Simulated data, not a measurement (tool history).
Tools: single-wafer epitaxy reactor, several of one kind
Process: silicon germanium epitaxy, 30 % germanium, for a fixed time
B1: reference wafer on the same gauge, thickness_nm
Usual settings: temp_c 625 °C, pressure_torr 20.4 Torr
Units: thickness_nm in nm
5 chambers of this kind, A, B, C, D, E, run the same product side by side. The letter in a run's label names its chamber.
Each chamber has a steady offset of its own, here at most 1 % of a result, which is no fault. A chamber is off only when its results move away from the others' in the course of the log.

run 1C hour=13 | temp_c=625 pressure_torr=20.4 | B1=76.636 | thickness_nm=92.445
run 2E hour=25.6 | temp_c=625 pressure_torr=20.4 | B1=76.478 | thickness_nm=93.158
run 3D hour=38.8 | temp_c=625 pressure_torr=20.4 | B1=76.539 | thickness_nm=93.229
run 4A hour=50.6 | temp_c=625 pressure_torr=20.4 | B1=76.473 | thickness_nm=91.811
run 5B hour=60.1 | temp_c=625 pressure_torr=20.4 | B1=76.443 | thickness_nm=92.441
run 6D hour=69.9 | temp_c=625 pressure_torr=20.4 | B1=76.501 | thickness_nm=91.698
run 7A hour=82 | temp_c=625 pressure_torr=20.4 | B1=76.613 | thickness_nm=91.897
run 8B hour=91.7 | temp_c=625 pressure_torr=20.4 | B1=76.598 | thickness_nm=93.449
run 9C hour=105.8 | temp_c=625 pressure_torr=20.4 | B1=76.384 | thickness_nm=93.27
run 10E hour=118 | temp_c=620 pressure_torr=20.4 | B1=76.636 | thickness_nm=84.597
run 11D hour=126.4 | temp_c=620 pressure_torr=20.4 | B1=76.56 | thickness_nm=84.699
run 12E hour=134.2 | temp_c=620 pressure_torr=20.4 | B1=76.472 | thickness_nm=84.644
run 13C hour=142.9 | temp_c=620 pressure_torr=20.4 | B1=76.555 | thickness_nm=84.611
run 14B hour=156.2 | temp_c=620 pressure_torr=20.4 | B1=76.506 | thickness_nm=85.068
run 15A hour=162.9 | temp_c=625 pressure_torr=20.4 | B1=76.624 | thickness_nm=91.891
-- hour=164.7 chamber B: pyrometer calibrated
run 16A hour=173 | temp_c=625 pressure_torr=20.4 | B1=76.501 | thickness_nm=92.639
run 17E hour=183.4 | temp_c=625 pressure_torr=20.4 | B1=76.518 | thickness_nm=93.605
run 18C hour=193.1 | temp_c=625 pressure_torr=20.4 | B1=76.433 | thickness_nm=92.366
run 19D hour=201.1 | temp_c=625 pressure_torr=20.4 | B1=76.402 | thickness_nm=92.583
run 20B hour=209.7 | temp_c=640 pressure_torr=16.9 | B1=76.492 | thickness_nm=110.81
run 21D hour=222.9 | temp_c=640 pressure_torr=16.9 | B1=76.506 | thickness_nm=111.64
run 22C hour=234.6 | temp_c=640 pressure_torr=16.9 | B1=76.482 | thickness_nm=109.95
run 23A hour=242.4 | temp_c=640 pressure_torr=16.9 | B1=76.456 | thickness_nm=109.2
run 24E hour=254.9 | temp_c=640 pressure_torr=16.9 | B1=76.518 | thickness_nm=111.62
run 25B hour=261.6 | temp_c=625 pressure_torr=20.4 | B1=76.48 | thickness_nm=92.763
run 26C hour=274.4 | temp_c=625 pressure_torr=20.4 | B1=76.488 | thickness_nm=92.408
-- hour=282 chamber C: pyrometer calibrated
run 27D hour=283.1 | temp_c=625 pressure_torr=20.4 | B1=76.453 | thickness_nm=92.362
run 28E hour=289.7 | temp_c=625 pressure_torr=20.4 | B1=76.474 | thickness_nm=93.313
run 29B hour=304 | temp_c=625 pressure_torr=20.4 | B1=76.56 | thickness_nm=92.747
run 30A hour=318.6 | temp_c=625 pressure_torr=20.4 | B1=76.462 | thickness_nm=92.586
run 31A hour=329.6 | temp_c=625 pressure_torr=20.4 | B1=76.557 | thickness_nm=92.774
run 32E hour=339 | temp_c=625 pressure_torr=20.4 | B1=76.487 | thickness_nm=93.073
run 33C hour=346.2 | temp_c=618 pressure_torr=22.5 | B1=76.616 | thickness_nm=81.049
run 34D hour=356.2 | temp_c=618 pressure_torr=22.5 | B1=76.544 | thickness_nm=85.223
run 35B hour=368 | temp_c=618 pressure_torr=22.5 | B1=76.506 | thickness_nm=85.86
run 36E hour=377.1 | temp_c=618 pressure_torr=22.5 | B1=76.596 | thickness_nm=85.728
run 37D hour=385.1 | temp_c=618 pressure_torr=22.5 | B1=76.527 | thickness_nm=85.228
run 38A hour=395.8 | temp_c=625 pressure_torr=20.4 | B1=76.452 | thickness_nm=92.33
run 39C hour=408.7 | temp_c=625 pressure_torr=20.4 | B1=76.477 | thickness_nm=87.7
run 40B hour=420.8 | temp_c=625 pressure_torr=20.4 | B1=76.51 | thickness_nm=92.273
run 41A hour=435 | temp_c=625 pressure_torr=20.4 | B1=76.51 | thickness_nm=92.243

Next, every chamber runs the same settings. What will each give?
run 42A hour=445.6 | temp_c=614 pressure_torr=20.4 | thickness_nm=?
run 42B hour=445.6 | temp_c=614 pressure_torr=20.4 | thickness_nm=?
run 42C hour=445.6 | temp_c=614 pressure_torr=20.4 | thickness_nm=?
run 42D hour=445.6 | temp_c=614 pressure_torr=20.4 | thickness_nm=?
run 42E hour=445.6 | temp_c=614 pressure_torr=20.4 | thickness_nm=?

run=42A thickness_nm=75.497
run=42B thickness_nm=76.936
run=42C thickness_nm=72.761
run=42D thickness_nm=76.003
run=42E thickness_nm=76.648

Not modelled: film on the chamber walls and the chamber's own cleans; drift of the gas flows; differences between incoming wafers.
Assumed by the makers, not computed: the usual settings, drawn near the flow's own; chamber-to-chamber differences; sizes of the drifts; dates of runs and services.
